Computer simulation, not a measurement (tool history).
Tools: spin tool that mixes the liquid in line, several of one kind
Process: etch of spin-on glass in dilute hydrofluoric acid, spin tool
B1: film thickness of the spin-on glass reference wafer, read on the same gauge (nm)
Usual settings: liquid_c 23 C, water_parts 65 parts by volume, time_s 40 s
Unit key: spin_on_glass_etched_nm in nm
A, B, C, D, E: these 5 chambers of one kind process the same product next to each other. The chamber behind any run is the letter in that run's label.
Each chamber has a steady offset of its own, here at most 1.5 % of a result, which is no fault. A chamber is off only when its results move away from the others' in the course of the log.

{"run": "1A", "hour": 5.5, "liquid_c": 23, "water_parts": 65, "time_s": 40, "B1": 100.01, "spin_on_glass_etched_nm": 20.973}
{"run": "2B", "hour": 11.7, "liquid_c": 23, "water_parts": 65, "time_s": 40, "B1": 100.02, "spin_on_glass_etched_nm": 20.806}
{"run": "3E", "hour": 17.9, "liquid_c": 23, "water_parts": 65, "time_s": 40, "B1": 100, "spin_on_glass_etched_nm": 20.435}
{"run": "4D", "hour": 22.4, "liquid_c": 23, "water_parts": 65, "time_s": 40, "B1": 99.997, "spin_on_glass_etched_nm": 20.589}
{"run": "5C", "hour": 27.2, "liquid_c": 19, "water_parts": 55, "time_s": 40, "B1": 100.01, "spin_on_glass_etched_nm": 20.986}
{"run": "6C", "hour": 33.1, "liquid_c": 19, "water_parts": 55, "time_s": 40, "B1": 99.981, "spin_on_glass_etched_nm": 20.862}
{"run": "7E", "hour": 37.6, "liquid_c": 19, "water_parts": 55, "time_s": 40, "B1": 100.01, "spin_on_glass_etched_nm": 20.893}
{"run": "8A", "hour": 41.7, "liquid_c": 19, "water_parts": 55, "time_s": 40, "B1": 99.997, "spin_on_glass_etched_nm": 21.176}
{"run": "9D", "hour": 47.3, "liquid_c": 19, "water_parts": 55, "time_s": 40, "B1": 99.998, "spin_on_glass_etched_nm": 21.156}
{"run": "10B", "hour": 53.8, "liquid_c": 23, "water_parts": 65, "time_s": 40, "B1": 100.01, "spin_on_glass_etched_nm": 20.816}
{"run": "11E", "hour": 59.7, "liquid_c": 23, "water_parts": 65, "time_s": 40, "B1": 100, "spin_on_glass_etched_nm": 20.775}
{"run": "12B", "hour": 66.2, "liquid_c": 23, "water_parts": 85, "time_s": 40, "B1": 100, "spin_on_glass_etched_nm": 15.504}
{"run": "13C", "hour": 71.1, "liquid_c": 23, "water_parts": 85, "time_s": 40, "B1": 99.986, "spin_on_glass_etched_nm": 15.334}
{"run": "14A", "hour": 75.1, "liquid_c": 23, "water_parts": 85, "time_s": 40, "B1": 99.986, "spin_on_glass_etched_nm": 15.545}
{"run": "15D", "hour": 79.6, "liquid_c": 23, "water_parts": 85, "time_s": 40, "B1": 99.993, "spin_on_glass_etched_nm": 15.678}
{"run": "16B", "hour": 83.1, "liquid_c": 23, "water_parts": 85, "time_s": 40, "B1": 99.987, "spin_on_glass_etched_nm": 15.722}
{"hour": 87.6, "done": "chamber B: hydrofluoric acid flow meter replaced"}
{"run": "17A", "hour": 88.5, "liquid_c": 23, "water_parts": 65, "time_s": 40, "B1": 99.992, "spin_on_glass_etched_nm": 20.775}
{"run": "18E", "hour": 93.4, "liquid_c": 23, "water_parts": 65, "time_s": 40, "B1": 100.01, "spin_on_glass_etched_nm": 20.461}
{"run": "19D", "hour": 98.0, "liquid_c": 23, "water_parts": 65, "time_s": 40, "B1": 99.986, "spin_on_glass_etched_nm": 21}
{"run": "20C", "hour": 104.9, "liquid_c": 24.5, "water_parts": 65, "time_s": 40, "B1": 100.01, "spin_on_glass_etched_nm": 21.788}
{"run": "21D", "hour": 109.2, "liquid_c": 24.5, "water_parts": 65, "time_s": 40, "B1": 100, "spin_on_glass_etched_nm": 22.1}
{"run": "22E", "hour": 112.7, "liquid_c": 24.5, "water_parts": 65, "time_s": 40, "B1": 100.01, "spin_on_glass_etched_nm": 21.955}
{"run": "23B", "hour": 118.8, "liquid_c": 24.5, "water_parts": 65, "time_s": 40, "B1": 100.01, "spin_on_glass_etched_nm": 21.925}
{"run": "24C", "hour": 124.5, "liquid_c": 24.5, "water_parts": 65, "time_s": 40, "B1": 100.01, "spin_on_glass_etched_nm": 22.002}
{"run": "25A", "hour": 130.0, "liquid_c": 23, "water_parts": 65, "time_s": 40, "B1": 100.01, "spin_on_glass_etched_nm": 20.669}
{"run": "26E", "hour": 133.3, "liquid_c": 23, "water_parts": 65, "time_s": 40, "B1": 99.995, "spin_on_glass_etched_nm": 20.914}
{"run": "27D", "hour": 139.5, "liquid_c": 23, "water_parts": 65, "time_s": 40, "B1": 100.01, "spin_on_glass_etched_nm": 21.016}
{"run": "28C", "hour": 144.0, "liquid_c": 23, "water_parts": 65, "time_s": 40, "B1": 100.01, "spin_on_glass_etched_nm": 20.644}
{"run": "29B", "hour": 150.4, "liquid_c": 23, "water_parts": 65, "time_s": 40, "B1": 100, "spin_on_glass_etched_nm": 20.71}
{"run": "30A", "hour": 155.0, "liquid_c": 23, "water_parts": 65, "time_s": 40, "B1": 99.995, "spin_on_glass_etched_nm": 21.029}
{"run": "31A", "hour": 158.2, "liquid_c": 25.5, "water_parts": 65, "time_s": 40, "B1": 99.998, "spin_on_glass_etched_nm": 23.456}
{"run": "32E", "hour": 163.0, "liquid_c": 25.5, "water_parts": 65, "time_s": 40, "B1": 99.987, "spin_on_glass_etched_nm": 22.72}
{"run": "33D", "hour": 168.3, "liquid_c": 25.5, "water_parts": 65, "time_s": 40, "B1": 99.983, "spin_on_glass_etched_nm": 23.429}
{"run": "34B", "hour": 171.7, "liquid_c": 25.5, "water_parts": 65, "time_s": 40, "B1": 99.992, "spin_on_glass_etched_nm": 23.293}
{"run": "35C", "hour": 176.7, "liquid_c": 25.5, "water_parts": 65, "time_s": 40, "B1": 100.01, "spin_on_glass_etched_nm": 22.707}

What goes on in this fleet: one chamber off, a drifting gauge, or nothing beyond the chambers' own small offsets? Name the chamber and the cause, if any.

The fleet is healthy, with each chamber sitting at its usual small offset and no drift in the gauge.

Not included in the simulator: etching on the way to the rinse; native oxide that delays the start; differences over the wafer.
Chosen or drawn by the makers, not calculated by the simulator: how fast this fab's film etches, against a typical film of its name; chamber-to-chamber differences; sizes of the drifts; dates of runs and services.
